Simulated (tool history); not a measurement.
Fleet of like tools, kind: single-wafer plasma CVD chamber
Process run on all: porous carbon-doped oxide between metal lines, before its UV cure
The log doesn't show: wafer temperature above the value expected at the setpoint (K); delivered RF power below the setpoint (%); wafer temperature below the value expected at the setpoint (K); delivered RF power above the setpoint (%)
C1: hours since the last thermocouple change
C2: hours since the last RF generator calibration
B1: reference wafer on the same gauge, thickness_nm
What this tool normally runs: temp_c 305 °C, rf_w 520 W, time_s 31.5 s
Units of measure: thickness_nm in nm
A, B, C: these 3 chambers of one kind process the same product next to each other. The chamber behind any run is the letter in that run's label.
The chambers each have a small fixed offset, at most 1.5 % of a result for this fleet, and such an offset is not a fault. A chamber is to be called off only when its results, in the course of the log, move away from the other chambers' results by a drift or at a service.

Run 1C, hour 9.6: usual settings; C1 2344.1; C2 52.5; B1 158.04. Result: thickness_nm 172.72 nm.
Run 2A, hour 19.4: usual settings; C1 1353.7; C2 525; B1 158.05. Result: thickness_nm 171.9 nm.
Run 3B, hour 30.7: usual settings; C1 2074.9; C2 1345.5; B1 158.12. Result: thickness_nm 168.61 nm.
Run 4C, hour 38: usual settings; C1 2372.5; C2 80.9; B1 158.13. Result: thickness_nm 172.14 nm.
Run 5B, hour 43.6: usual settings; C1 2087.8; C2 1358.4; B1 158.17. Result: thickness_nm 168.75 nm.
Run 6A, hour 53: usual settings but time_s 26.9 s; C1 1387.3; C2 558.6; B1 158.16. Result: thickness_nm 147.48 nm.
Run 7B, hour 58.6: usual settings but time_s 26.9 s; C1 2102.8; C2 1373.4; B1 158.21. Result: thickness_nm 145.13 nm.
Run 8A, hour 67.1: usual settings but time_s 26.9 s; C1 1401.4; C2 572.7; B1 158.25. Result: thickness_nm 147.86 nm.
Run 9C, hour 76.2: usual settings; C1 2410.7; C2 119.1; B1 158.21. Result: thickness_nm 172.42 nm.
Run 10C, hour 85.8: usual settings; C1 2420.3; C2 128.7; B1 158.31. Result: thickness_nm 172.45 nm.
Run 11B, hour 92.1: usual settings; C1 2136.3; C2 1406.9; B1 158.23. Result: thickness_nm 169.17 nm.
Run 12A, hour 103.5: usual settings but temp_c 313 °C, time_s 29.6 s; C1 1437.8; C2 609.1; B1 158.27. Result: thickness_nm 154.7 nm.
Run 13B, hour 115.9: usual settings but temp_c 313 °C, time_s 29.6 s; C1 2160.1; C2 1430.7; B1 158.39. Result: thickness_nm 152.49 nm.
Run 14A, hour 128.3: usual settings but temp_c 313 °C, time_s 29.6 s; C1 1462.6; C2 633.9; B1 158.4. Result: thickness_nm 155.34 nm.
Run 15C, hour 139.5: usual settings but time_s 34.1 s; C1 2474; C2 182.4; B1 158.4. Result: thickness_nm 186.07 nm.
Run 16A, hour 147.2: usual settings but time_s 34.1 s; C1 1481.5; C2 652.8; B1 158.48. Result: thickness_nm 185.92 nm.
Run 17C, hour 153.5: usual settings but time_s 34.1 s; C1 2488; C2 196.4; B1 158.45. Result: thickness_nm 186.82 nm.
Run 18B, hour 161.6: usual settings; C1 2205.8; C2 1476.4; B1 158.45. Result: thickness_nm 169.1 nm.
Run 19B, hour 170.6: usual settings; C1 2214.8; C2 1485.4; B1 158.53. Result: thickness_nm 169.63 nm.
Run 20C, hour 178.3: usual settings; C1 2512.8; C2 221.2; B1 158.58. Result: thickness_nm 172.89 nm.
Run 21A, hour 188.3: usual settings but temp_c 313 °C, rf_w 485 W; C1 1522.6; C2 693.9; B1 158.62. Result: thickness_nm 156.91 nm.
Run 22C, hour 194.9: usual settings but temp_c 313 °C, rf_w 485 W; C1 2529.4; C2 237.8; B1 158.64. Result: thickness_nm 157.92 nm.
Run 23A, hour 205.3: usual settings but temp_c 313 °C, rf_w 485 W; C1 1539.6; C2 710.9; B1 158.57. Result: thickness_nm 157.56 nm.
Run 24B, hour 211.1: usual settings but rf_w 490 W; C1 2255.3; C2 1525.9; B1 158.65. Result: thickness_nm 162.97 nm.
Run 25B, hour 222.4: usual settings but rf_w 490 W; C1 2266.6; C2 1537.2; B1 158.69. Result: thickness_nm 163.34 nm.
Run 26A, hour 234.4: usual settings but rf_w 490 W; C1 1568.7; C2 740; B1 158.71. Result: thickness_nm 165.42 nm.
Run 27C, hour 240: usual settings; C1 2574.5; C2 282.9; B1 158.73. Result: thickness_nm 172.75 nm.
Run 28B, hour 246.4: usual settings; C1 2290.6; C2 1561.2; B1 158.76. Result: thickness_nm 169.79 nm.
Run 29C, hour 254.4: usual settings; C1 2588.9; C2 297.3; B1 158.75. Result: thickness_nm 173.18 nm.
Run 30A, hour 264.6: usual settings; C1 1598.9; C2 770.2; B1 158.82. Result: thickness_nm 172.49 nm.
Run 31A, hour 272.1: usual settings; C1 1606.4; C2 777.7; B1 158.79. Result: thickness_nm 172.33 nm.
Run 32C, hour 283.6: usual settings; C1 2618.1; C2 326.5; B1 158.8. Result: thickness_nm 173.5 nm.
Run 33B, hour 289.6: usual settings; C1 2333.8; C2 1604.4; B1 158.93. Result: thickness_nm 169.77 nm.
Run 34B, hour 299: usual settings but temp_c 317 °C, rf_w 425 W; C1 2343.2; C2 1613.8; B1 158.91. Result: thickness_nm 137.19 nm.
Run 35C, hour 309.7: usual settings but temp_c 317 °C, rf_w 425 W; C1 2644.2; C2 352.6; B1 158.93. Result: thickness_nm 140.79 nm.
Run 36A, hour 320.2: usual settings but temp_c 317 °C, rf_w 425 W; C1 1654.5; C2 825.8; B1 158.95. Result: thickness_nm 140.02 nm.

What goes on in this fleet: one chamber off, a drifting gauge, or nothing beyond the chambers' own small offsets? Name the chamber and the cause, if any.

None of the chambers is off. What moves is the gauge, dragging all their readings along together.
Likeliest cause: gauge reads high (%) = 0.633.

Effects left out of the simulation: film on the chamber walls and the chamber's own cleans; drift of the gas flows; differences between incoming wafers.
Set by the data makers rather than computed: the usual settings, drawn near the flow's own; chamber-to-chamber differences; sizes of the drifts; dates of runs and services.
